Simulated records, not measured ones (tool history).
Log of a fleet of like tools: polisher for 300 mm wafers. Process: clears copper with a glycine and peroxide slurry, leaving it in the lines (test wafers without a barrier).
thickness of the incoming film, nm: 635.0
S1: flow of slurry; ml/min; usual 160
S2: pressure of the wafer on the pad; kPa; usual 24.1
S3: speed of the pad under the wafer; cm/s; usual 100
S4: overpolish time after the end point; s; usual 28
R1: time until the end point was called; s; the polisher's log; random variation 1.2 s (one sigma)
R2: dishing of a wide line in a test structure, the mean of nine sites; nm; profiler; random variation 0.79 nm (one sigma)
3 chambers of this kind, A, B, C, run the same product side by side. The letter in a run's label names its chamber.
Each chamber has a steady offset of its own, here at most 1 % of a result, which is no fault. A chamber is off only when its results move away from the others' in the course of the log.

run,hour,S1,S2,S3,S4,R1,R2
1C,7.8,160,24.1,100,28,90.970,59.385
2B,15.9,160,24.1,100,28,90.471,57.316
# hour 22.0: chamber A: slurry nozzle cleaned
# hour 24.3: chamber C: slurry nozzle cleaned
3A,26.5,160,24.1,100,28,89.395,58.559
4A,32.6,160,24.1,100,28,88.998,57.801
# hour 38.5: chamber B: worn pad replaced by a new one
5C,39.4,160,24.1,100,28,87.825,58.446
# hour 44.2: chamber A: worn pad replaced by a new one
6B,49.7,160,24.1,134,28,68.469,59.744
7A,59.8,160,24.1,134,28,68.540,59.008
# hour 60.4: chamber C: worn pad replaced by a new one
8C,68.4,160,24.1,134,28,70.178,60.126
9B,79.3,160,24.1,100,28,90.128,59.294
10A,86.7,195,24.1,74,28,113.640,56.843
11B,95.0,195,24.1,74,28,111.240,55.518
12C,105.4,195,24.1,74,28,112.880,57.223
13C,112.0,160,24.1,100,28,89.918,58.767
# hour 120.8: chamber A: worn pad replaced by a new one
14A,121.3,160,24.1,100,28,89.383,58.017
# hour 130.3: chamber C: worn pad replaced by a new one
15B,131.7,160,24.1,100,18,89.448,50.749
16C,137.7,160,24.1,100,18,88.524,50.534
# hour 150.5: chamber B: worn pad replaced by a new one
17B,151.2,160,24.1,100,18,91.230,50.538
# hour 156.7: chamber B: head pressure recalibrated
18A,159.9,160,24.1,100,28,91.492,58.948
19B,173.1,160,24.1,100,28,98.583,56.632
20C,180.1,160,24.1,100,28,88.646,58.397
21A,187.5,160,24.1,100,28,90.154,57.478
# hour 193.0: chamber A: worn pad replaced by a new one
# hour 193.6: chamber C: worn pad replaced by a new one
22A,195.8,160,24.1,100,28,88.816,58.497
23C,204.2,160,20.0,100,36,105.870,58.502
24B,217.9,160,20.0,100,36,117.330,56.421
25A,226.9,160,20.0,100,36,104.280,60.082
26C,238.6,160,24.1,100,28,89.219,57.982
27B,246.6,160,24.1,100,28,100.580,58.326
# hour 249.5: chamber C: slurry nozzle cleaned
# hour 253.3: chamber B: worn pad replaced by a new one
# hour 255.1: chamber C: worn pad replaced by a new one
28C,258.0,160,24.1,100,28,88.973,59.395
29A,267.7,160,24.1,100,28,88.734,58.275
# hour 268.1: chamber A: worn pad replaced by a new one
30B,276.4,160,24.1,100,18,98.366,47.772
31B,289.8,160,24.1,100,18,98.709,49.433
32A,296.3,160,24.1,100,18,92.600,51.076
33C,305.1,160,24.1,100,28,88.834,59.954
34A,311.7,160,24.1,100,28,90.639,56.481
35B,320.3,160,24.1,100,28,99.804,56.144

Is one chamber off against the others, does the gauge drift, or is nothing wrong? If a chamber is off, say which, and what the likeliest cause is.

A service left chamber B off against the others.
Cause: head's pressure below its setpoint, % = 10.5.

Here are 4 candidates for chamber B's next run, each the usual settings with a change, their results left as question marks. Which one brings its results back in line with what the others give on the usual settings?
In line means no further than this from the other chambers' mean on the usual settings: R1 4.400 s; R2 2.800 nm
36B-1,330.0,160,25.5,106,29,?,?
36B-2,330.0,155,21.4,90,27,?,?
36B-3,330.0,165,26.9,110,29,?,?
36B-4,330.0,160,22.8,94,27,?,?

The other chambers' mean on the usual settings: R1 89.833 s; R2 58.217 nm
run,R1,R2
36B-1,88.851,58.442
36B-2,118.980,53.062
36B-3,81.768,59.383
36B-4,108.430,54.685
36B-1 brings the chamber back in line.
